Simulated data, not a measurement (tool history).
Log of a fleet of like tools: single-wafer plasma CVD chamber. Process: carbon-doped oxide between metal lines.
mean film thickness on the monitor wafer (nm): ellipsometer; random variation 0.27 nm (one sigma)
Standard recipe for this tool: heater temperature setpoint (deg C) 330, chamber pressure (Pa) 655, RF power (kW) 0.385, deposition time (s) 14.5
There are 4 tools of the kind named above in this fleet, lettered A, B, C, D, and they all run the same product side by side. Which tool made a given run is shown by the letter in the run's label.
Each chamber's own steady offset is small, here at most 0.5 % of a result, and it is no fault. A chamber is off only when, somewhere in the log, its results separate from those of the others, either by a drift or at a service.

| run | hour | heater temperature setpoint (deg C) | chamber pressure (Pa) | RF power (kW) | deposition time (s) | hours since the last thermocouple change | hours since the last RF generator calibration | hours since the last manometer calibration | read-back reference wafer on the same gauge, thickness_nm | mean film thickness on the monitor wafer (nm) |
|---|---|---|---|---|---|---|---|---|---|---|
| 1A | 2.8 | 330 | 655 | 0.385 | 14.5 | 1926.5 | 682 | 1320.7 | 54.882 | 66.309 |
| 2B | 8.9 | 330 | 655 | 0.385 | 14.5 | 524.4 | 1303.5 | 708.9 | 54.89 | 65.982 |
| 3D | 13.6 | 330 | 655 | 0.385 | 14.5 | 1050.8 | 522.7 | 106.7 | 54.887 | 66.59 |
| 4C | 17.5 | 330 | 655 | 0.385 | 14.5 | 99.5 | 1197.6 | 2452.8 | 54.865 | 66.76 |
| 5C | 22.7 | 330 | 655 | 0.415 | 12.1 | 104.7 | 1202.8 | 2458 | 54.905 | 58.86 |
| 6A | 26.1 | 330 | 655 | 0.415 | 12.1 | 1949.8 | 705.3 | 1344 | 54.877 | 58.611 |
| 7D | 30.2 | 330 | 655 | 0.415 | 12.1 | 1067.4 | 539.3 | 123.3 | 54.854 | 58.497 |
| 8B | 35.9 | 330 | 655 | 0.415 | 12.1 | 551.4 | 1330.5 | 735.9 | 54.854 | 58.371 |
| 9D | 41.9 | 330 | 655 | 0.385 | 16.6 | 1079.1 | 551 | 135 | 54.859 | 75.599 |
| 10C | 47.5 | 330 | 655 | 0.385 | 16.6 | 129.5 | 1227.6 | 2482.8 | 54.866 | 75.701 |
| 11A | 52.4 | 330 | 655 | 0.385 | 16.6 | 1976.1 | 731.6 | 1370.3 | 54.893 | 76.876 |
| 12B | 58.3 | 330 | 655 | 0.385 | 16.6 | 573.8 | 1352.9 | 758.3 | 54.871 | 75.66 |
| 13C | 64.4 | 330 | 655 | 0.385 | 14.5 | 146.4 | 1244.5 | 2499.7 | 54.91 | 66.841 |
| 14A | 69.9 | 330 | 655 | 0.385 | 14.5 | 1993.6 | 749.1 | 1387.8 | 54.898 | 66.648 |
| 15D | 75.2 | 330 | 655 | 0.385 | 14.5 | 1112.4 | 584.3 | 168.3 | 54.914 | 66.06 |
| 16B | 80.6 | 330 | 655 | 0.385 | 14.5 | 596.1 | 1375.2 | 780.6 | 54.864 | 65.041 |
| 17C | 83.5 | 330 | 655 | 0.385 | 14.5 | 165.5 | 1263.6 | 2518.8 | 54.876 | 66.224 |
| 18B | 89 | 330 | 655 | 0.385 | 14.5 | 604.5 | 1383.6 | 789 | 54.938 | 65.126 |
| 19A | 93.6 | 330 | 655 | 0.385 | 14.5 | 2017.3 | 772.8 | 1411.5 | 54.866 | 66.793 |
| 20D | 99.3 | 330 | 655 | 0.385 | 14.5 | 1136.5 | 608.4 | 192.4 | 54.916 | 65.83 |
| 21B | 104 | 330 | 655 | 0.385 | 14.5 | 619.5 | 1398.6 | 804 | 54.892 | 65.057 |
| 22C | 109 | 330 | 655 | 0.385 | 14.5 | 191 | 1289.1 | 2544.3 | 54.944 | 66.779 |
| 23A | 112.7 | 330 | 655 | 0.385 | 14.5 | 2036.4 | 791.9 | 1430.6 | 54.909 | 66.415 |
| 24D | 117.4 | 330 | 655 | 0.385 | 14.5 | 1154.6 | 626.5 | 210.5 | 54.843 | 65.974 |
| 25B | 121.8 | 330 | 655 | 0.385 | 14.5 | 637.3 | 1416.4 | 821.8 | 54.851 | 65.099 |
| 26D | 124.9 | 330 | 655 | 0.385 | 14.5 | 1162.1 | 634 | 218 | 54.888 | 66.184 |
| 27C | 130.5 | 325 | 655 | 0.385 | 17.2 | 212.5 | 1310.6 | 2565.8 | 54.867 | 80.532 |
| 28A | 135.5 | 325 | 655 | 0.385 | 17.2 | 2059.2 | 814.7 | 1453.4 | 54.884 | 79.504 |
| 29C | 139.3 | 325 | 655 | 0.385 | 17.2 | 221.3 | 1319.4 | 2574.6 | 54.908 | 80.634 |
| 30B | 143 | 325 | 655 | 0.385 | 17.2 | 658.5 | 1437.6 | 843 | 54.901 | 78.393 |
| 31D | 148.1 | 330 | 655 | 0.385 | 14.5 | 1185.3 | 657.2 | 241.2 | 54.869 | 66.792 |
|  | 150.6 | chamber C: capacitance manometer re-zeroed and calibrated |
| 32A | 153.8 | 330 | 655 | 0.385 | 14.5 | 2077.5 | 833 | 1471.7 | 54.988 | 66.699 |
| 33D | 158.8 | 330 | 655 | 0.385 | 14.5 | 1196 | 667.9 | 251.9 | 54.919 | 66.228 |
| 34C | 162.2 | 330 | 655 | 0.33 | 14.5 | 244.2 | 1342.3 | 11.6 | 54.955 | 58.802 |
| 35B | 165.2 | 330 | 655 | 0.33 | 14.5 | 680.7 | 1459.8 | 865.2 | 54.874 | 57.612 |
| 36A | 169.3 | 330 | 655 | 0.33 | 14.5 | 2093 | 848.5 | 1487.2 | 54.894 | 58.951 |
| 37D | 175.2 | 330 | 655 | 0.33 | 14.5 | 1212.4 | 684.3 | 268.3 | 54.875 | 59.056 |
| 38B | 179.1 | 330 | 655 | 0.385 | 14.5 | 694.6 | 1473.7 | 879.1 | 54.869 | 64.514 |
| 39C | 184.6 | 330 | 655 | 0.385 | 14.5 | 266.6 | 1364.7 | 34 | 54.926 | 66.179 |
| 40A | 190.6 | 330 | 655 | 0.385 | 14.5 | 2114.3 | 869.8 | 1508.5 | 54.891 | 66.275 |
| 41C | 196.1 | 330 | 655 | 0.385 | 14.5 | 278.1 | 1376.2 | 45.5 | 54.855 | 66.471 |
| 42B | 199.3 | 330 | 655 | 0.385 | 14.5 | 714.8 | 1493.9 | 899.3 | 54.89 | 64.23 |

Is one chamber off against the others, does the gauge drift, or is nothing wrong? If a chamber is off, say which, and what the likeliest cause is.

One chamber, B, drifts off from the rest bit by bit.
Cause: delivered RF power below the setpoint (%) = 3.35.

Which of the 4 candidates below, each the usual settings with something changed and its results left as question marks, puts chamber B back in line with what the other chambers give on the usual settings?
In-line tolerance around the mean of the other chambers on the usual settings: mean film thickness on the monitor wafer (nm) 0.96
| 43B-1 | 203.7 | 330 | 655 | 0.385 | 14 |  |  |  |  | ? |
| 43B-2 | 203.7 | 330 | 864 | 0.385 | 14.5 |  |  |  |  | ? |
| 43B-3 | 203.7 | 332 | 639 | 0.385 | 14.5 |  |  |  |  | ? |
| 43B-4 | 203.7 | 330 | 656 | 0.385 | 14.6 |  |  |  |  | ? |

Other chambers, usual settings, mean: mean film thickness on the monitor wafer (nm) 66.463
| run | mean film thickness on the monitor wafer (nm) |
|---|---|
| 43B-1 | 61.978 |
| 43B-2 | 66.354 |
| 43B-3 | 63.505 |
| 43B-4 | 64.606 |
The right change is 43B-2: it brings the chamber back within the allowed miss of the others.
